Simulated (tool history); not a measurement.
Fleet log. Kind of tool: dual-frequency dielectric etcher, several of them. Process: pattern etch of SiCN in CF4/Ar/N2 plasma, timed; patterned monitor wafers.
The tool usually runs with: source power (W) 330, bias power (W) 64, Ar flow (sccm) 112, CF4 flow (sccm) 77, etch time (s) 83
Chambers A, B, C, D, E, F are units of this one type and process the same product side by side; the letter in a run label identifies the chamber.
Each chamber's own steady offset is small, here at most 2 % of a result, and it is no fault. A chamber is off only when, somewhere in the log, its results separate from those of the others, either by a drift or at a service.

run,hour,source power (W),bias power (W),Ar flow (sccm),CF4 flow (sccm),etch time (s),hours since the last wet clean,hours since the last source power generator calibration,hours since the last bias power generator calibration,hours since the last Ar flow controller change,hours since the last CF4 flow controller change,"read-back reference wafer on the same gauge, depth_nm",mean etch depth across the wafer (Å)
1D,7.4,330,64,112,77,83,201.1,3588.8,2045.1,1098.5,1621.9,43.756,518.1
2F,17.1,330,64,112,77,83,206.4,2069.5,2053.1,1032.4,690.8,43.727,515.3
3A,25.7,330,64,112,77,83,247.7,1535.4,3026.3,992.8,2513.5,43.689,520.88
4C,34.3,330,64,112,77,83,173.8,2244,911.2,1225.2,122.9,43.656,517.54
5B,39.8,330,64,112,77,83,60.4,590,2233.5,282.2,2552.4,43.653,525.13
6E,49,330,64,112,77,83,429.1,3735.4,971,1649.3,2354.5,43.704,510.24
7D,59.7,330,64,112,95,63.5,253.4,3641.1,2097.4,1150.8,1674.2,43.687,412.83
# hour 62.4: chamber F: bias power generator calibrated
8C,67.3,330,64,112,95,63.5,206.8,2277,944.2,1258.2,155.9,43.733,408.81
9A,75.6,330,64,112,95,63.5,297.6,1585.3,3076.2,1042.7,2563.4,43.64,407.16
10E,86.2,330,64,112,95,63.5,466.3,3772.6,1008.2,1686.5,2391.7,43.726,403.07
11B,93,330,64,112,95,63.5,113.6,643.2,2286.7,335.4,2605.6,43.686,413.5
12F,103,330,64,112,95,63.5,292.3,2155.4,40.6,1118.3,776.7,43.713,413.27
13A,111.7,330,64,112,77,83,333.7,1621.4,3112.3,1078.8,2599.5,43.669,519.52
14F,117,330,64,112,77,83,306.3,2169.4,54.6,1132.3,790.7,43.666,522.22
15C,124.7,330,64,112,77,83,264.2,2334.4,1001.6,1315.6,213.3,43.722,515.57
16B,130.8,330,64,112,77,83,151.4,681,2324.5,373.2,2643.4,43.734,523.2
17D,135.8,330,64,112,71,83,329.5,3717.2,2173.5,1226.9,1750.3,43.652,512.22
18E,142.5,330,64,112,71,83,522.6,3828.9,1064.5,1742.8,2448,43.639,508.18
19A,152.9,330,64,112,71,83,374.9,1662.6,3153.5,1120,2640.7,43.714,510.14
20B,162.5,330,64,112,71,83,183.1,712.7,2356.2,404.9,2675.1,43.713,509.81
21D,168.3,330,64,112,71,83,362,3749.7,2206,1259.4,1782.8,43.726,508.96
22C,178.2,330,64,112,71,83,317.7,2387.9,1055.1,1369.1,266.8,43.652,510.72
23E,184.7,330,64,112,77,83,564.8,3871.1,1106.7,1785,2490.2,43.704,509.11
24F,190.7,330,64,112,77,83,380,2243.1,128.3,1206,864.4,43.676,516.98
25C,195.6,330,64,112,77,83,335.1,2405.3,1072.5,1386.5,284.2,43.72,520.65
26B,204.6,330,64,89,77,83,225.2,754.8,2398.3,447,2717.2,43.719,538.68
27A,214.6,330,64,89,77,83,436.6,1724.3,3215.2,1181.7,2702.4,43.719,538.57
28E,224.7,330,64,89,77,83,604.8,3911.1,1146.7,1825,2530.2,43.718,517.29
29D,233.5,330,64,89,77,83,427.2,3814.9,2271.2,1324.6,1848,43.731,547
30F,239.1,330,64,89,77,83,428.4,2291.5,176.7,1254.4,912.8,43.735,532.32
31C,249.3,330,64,89,77,83,388.8,2459,1126.2,1440.2,337.9,43.744,541.2
32B,257.1,330,64,112,77,83,277.7,807.3,2450.8,499.5,2769.7,43.648,524.23
33E,265.7,330,64,112,77,83,645.8,3952.1,1187.7,1866,2571.2,43.652,499.53
34D,276.1,330,64,112,77,83,469.8,3857.5,2313.8,1367.2,1890.6,43.681,524.44
35F,282.1,330,64,112,77,83,471.4,2334.5,219.7,1297.4,955.8,43.745,523.34
36A,289.1,330,64,112,77,83,511.1,1798.8,3289.7,1256.2,2776.9,43.695,516.51

Predict what each chamber gives when all 6 of them run the settings below next.
37A,296.8,330,64,112,77,83,,,,,,,?
37B,296.8,330,64,112,77,83,,,,,,,?
37C,296.8,330,64,112,77,83,,,,,,,?
37D,296.8,330,64,112,77,83,,,,,,,?
37E,296.8,330,64,112,77,83,,,,,,,?
37F,296.8,330,64,112,77,83,,,,,,,?

run,mean etch depth across the wafer (Å)
37A,514.17
37B,520.45
37C,518.3
37D,522.08
37E,495.24
37F,519.13
